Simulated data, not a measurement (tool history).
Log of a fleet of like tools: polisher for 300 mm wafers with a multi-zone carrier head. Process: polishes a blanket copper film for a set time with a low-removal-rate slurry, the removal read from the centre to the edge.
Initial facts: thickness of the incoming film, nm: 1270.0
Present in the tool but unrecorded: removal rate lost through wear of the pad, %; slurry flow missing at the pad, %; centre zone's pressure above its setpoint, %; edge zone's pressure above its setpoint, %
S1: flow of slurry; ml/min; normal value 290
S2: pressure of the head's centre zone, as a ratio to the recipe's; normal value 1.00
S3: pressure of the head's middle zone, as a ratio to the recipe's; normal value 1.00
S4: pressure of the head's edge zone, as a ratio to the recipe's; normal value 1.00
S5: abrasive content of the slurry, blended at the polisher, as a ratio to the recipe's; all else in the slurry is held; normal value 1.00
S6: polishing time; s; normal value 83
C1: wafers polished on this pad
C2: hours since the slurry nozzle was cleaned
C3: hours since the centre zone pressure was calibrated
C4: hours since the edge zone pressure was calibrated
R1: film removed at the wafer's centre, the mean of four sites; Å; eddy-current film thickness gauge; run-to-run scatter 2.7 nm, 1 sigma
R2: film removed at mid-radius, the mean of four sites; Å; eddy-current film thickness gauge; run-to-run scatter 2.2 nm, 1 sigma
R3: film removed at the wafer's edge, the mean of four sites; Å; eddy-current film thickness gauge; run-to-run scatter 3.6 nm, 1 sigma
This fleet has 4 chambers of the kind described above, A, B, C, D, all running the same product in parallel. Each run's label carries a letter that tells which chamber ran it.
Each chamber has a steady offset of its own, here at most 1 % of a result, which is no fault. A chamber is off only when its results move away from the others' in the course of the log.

run     day   S1    S2    S3    S4    S5  S6    C1     C2      C3      C4      R1      R2      R3
      0.367  -- chamber C: worn pad replaced by a new one
 1B   0.512  290  1.00  1.00  1.00  1.00  83   752  171.2   815.7   288.0  2866.4  2878.0  2951.2
 2A   0.746  290  1.00  1.00  1.00  1.00  83  1022  726.0  1014.5   935.5  2858.9  2896.1  2844.9
 3C   1.012  290  1.00  1.00  1.00  1.00  83    93  306.6   724.6   265.0  2827.0  2864.6  2849.7
 4D   1.288  290  1.00  1.00  1.00  1.00  83   311  553.1   481.0   205.7  2772.1  2867.8  2906.8
 5D   1.688  290  1.00  1.00  1.00  1.00  83   368  562.7   490.6   215.3  2816.0  2889.2  2921.3
      1.700  -- chamber A: worn pad replaced by a new one
 6C   2.217  290  1.00  1.00  1.00  1.00  83   266  335.5   753.5   293.9  2937.9  2864.3  2875.2
 7A   2.529  240  1.00  1.06  1.00  1.00  83   119  768.8  1057.3   978.3  2825.6  2993.4  2887.4
      2.833  -- chamber B: slurry nozzle cleaned
 8B   2.842  240  1.00  1.06  1.00  1.00  83  1088    0.2   871.6   343.9  2816.6  2941.1  2834.0
 9B   3.100  240  1.00  1.06  1.00  1.00  83  1125    6.4   877.8   350.1  2827.0  2955.2  2835.3
10D   3.508  240  1.00  1.06  1.00  1.00  83   631  606.4   534.3   259.0  2782.1  2962.5  2882.2
      3.738  -- chamber B: worn pad replaced by a new one
11C   3.983  290  1.00  1.00  1.00  1.00  83   521  377.9   795.9   336.3  2880.7  2891.0  2848.5
12A   4.458  290  1.11  1.00  1.04  1.00  83   397  815.1  1103.6  1024.6  3170.8  2882.1  2866.4
      4.625  -- chamber D: slurry nozzle cleaned
      4.800  -- chamber A: centre zone pressure recalibrated
13D   4.950  290  1.11  1.00  1.04  1.00  83   839    7.9   568.9   293.6  3200.4  2912.4  2963.3
      5.217  -- chamber B: edge zone pressure recalibrated
14B   5.346  290  1.11  1.00  1.04  1.00  83   232   60.3   931.7     3.2  3261.5  2898.0  2948.1
15A   5.658  290  1.11  1.00  1.04  1.00  83   570  843.9    20.6  1053.4  3157.9  2936.1  2941.7
      5.804  -- chamber A: slurry nozzle cleaned
16C   6.029  290  1.00  1.00  1.00  1.00  83   816  427.0   845.0   385.4  2846.1  2916.6  2893.7
17C   6.508  290  1.00  1.00  1.00  1.00  83   885  438.5   856.5   396.9  2901.4  2883.2  2881.2
18B   6.892  290  1.00  1.00  1.00  1.00  83   455   97.4   968.8    40.3  2862.5  2910.6  2963.1
19A   7.350  290  1.00  1.00  1.00  1.00  83   814   37.1    61.2  1094.0  2868.3  2881.0  2926.7
      7.600  -- chamber D: worn pad replaced by a new one
20D   7.733  290  1.00  1.00  1.00  1.00  83    19   74.7   635.7   360.4  2950.4  2879.5  2909.1
21C   8.171  290  1.00  1.00  1.00  1.00  83  1124  478.4   896.4   436.8  2883.4  2917.0  2886.6
22D   8.508  290  1.00  1.00  1.00  1.00  83   131   93.3   654.3   379.0  2951.8  2933.7  2892.9
      8.779  -- chamber A: worn pad replaced by a new one
23B   8.846  290  1.00  1.00  1.00  1.00  83   736  144.3  1015.7    87.2  2922.6  2903.0  2914.2
24A   9.354  290  1.00  1.00  1.00  1.00  83    82   85.2   109.3  1142.1  2885.0  2913.3  2834.0
25D   9.842  290  1.00  1.00  1.00  1.00  83   323  125.3   686.3   411.0  3019.4  2932.1  2916.1
26A  10.088  290  1.00  1.00  1.00  1.00  83   188  102.8   126.9  1159.7  2889.8  2886.8  2903.3
27B  10.342  290  1.00  1.00  1.00  1.00  83   952  180.2  1051.6   123.1  2913.6  2895.0  2931.3
     10.404  -- chamber C: worn pad replaced by a new one
28C  10.800  290  1.00  1.00  1.00  1.00  83    57  541.5   959.5   499.9  2909.7  2907.5  2836.6
     10.817  -- chamber B: slurry nozzle cleaned
29A  11.067  290  1.00  1.00  1.00  1.00  83   329  126.3   150.4  1183.2  2874.0  2899.1  2896.1
     11.204  -- chamber B: worn pad replaced by a new one
30B  11.467  290  1.00  1.00  1.00  1.00  83    38   15.6  1078.6   150.1  2870.2  2874.5  2849.3
31C  11.875  290  1.00  1.00  1.00  1.00  83   212  567.3   985.3   525.7  2927.2  2893.5  2918.2
32D  12.296  290  1.00  0.89  1.00  1.00  83   677  184.2   745.2   469.9  3080.2  2599.2  2883.1
33D  12.717  290  1.00  0.89  1.00  1.00  83   737  194.3   755.3   480.0  3078.8  2634.5  2990.9
34C  13.092  290  1.00  0.89  1.00  1.00  83   387  596.5  1014.5   554.9  2849.9  2601.6  2867.5
35A  13.471  290  1.00  0.89  1.00  1.00  83   676  184.0   208.1  1240.9  2855.5  2610.5  2883.8
36B  13.967  290  1.00  1.00  1.00  1.00  83   398   75.6  1138.6   210.1  2869.2  2877.9  2892.8
37D  14.225  290  1.00  0.96  1.00  0.85  83   955  230.5   791.5   516.2  3100.6  2695.2  2756.1
38B  14.458  290  1.00  0.96  1.00  0.85  83   469   87.4  1150.4   221.9  2776.0  2719.2  2803.6
39A  14.950  290  1.00  0.96  1.00  0.85  83   889  219.5   243.6  1276.4  2791.2  2700.7  2785.5
40C  15.304  290  1.00  0.96  1.00  0.85  83   706  649.6  1067.6   608.0  2801.3  2746.4  2725.9

Next, every chamber runs the same settings. What will each give?
41A  15.683  290  1.00  1.00  1.04  1.00  83                   ?   ?   ?
41B  15.683  290  1.00  1.00  1.04  1.00  83                   ?   ?   ?
41C  15.683  290  1.00  1.00  1.04  1.00  83                   ?   ?   ?
41D  15.683  290  1.00  1.00  1.04  1.00  83                   ?   ?   ?

run      R1      R2      R3
41A  2860.3  2942.4  3011.9
41B  2895.0  2864.9  2970.2
41C  2873.0  2908.8  2899.8
41D  3224.1  2908.5  2943.7

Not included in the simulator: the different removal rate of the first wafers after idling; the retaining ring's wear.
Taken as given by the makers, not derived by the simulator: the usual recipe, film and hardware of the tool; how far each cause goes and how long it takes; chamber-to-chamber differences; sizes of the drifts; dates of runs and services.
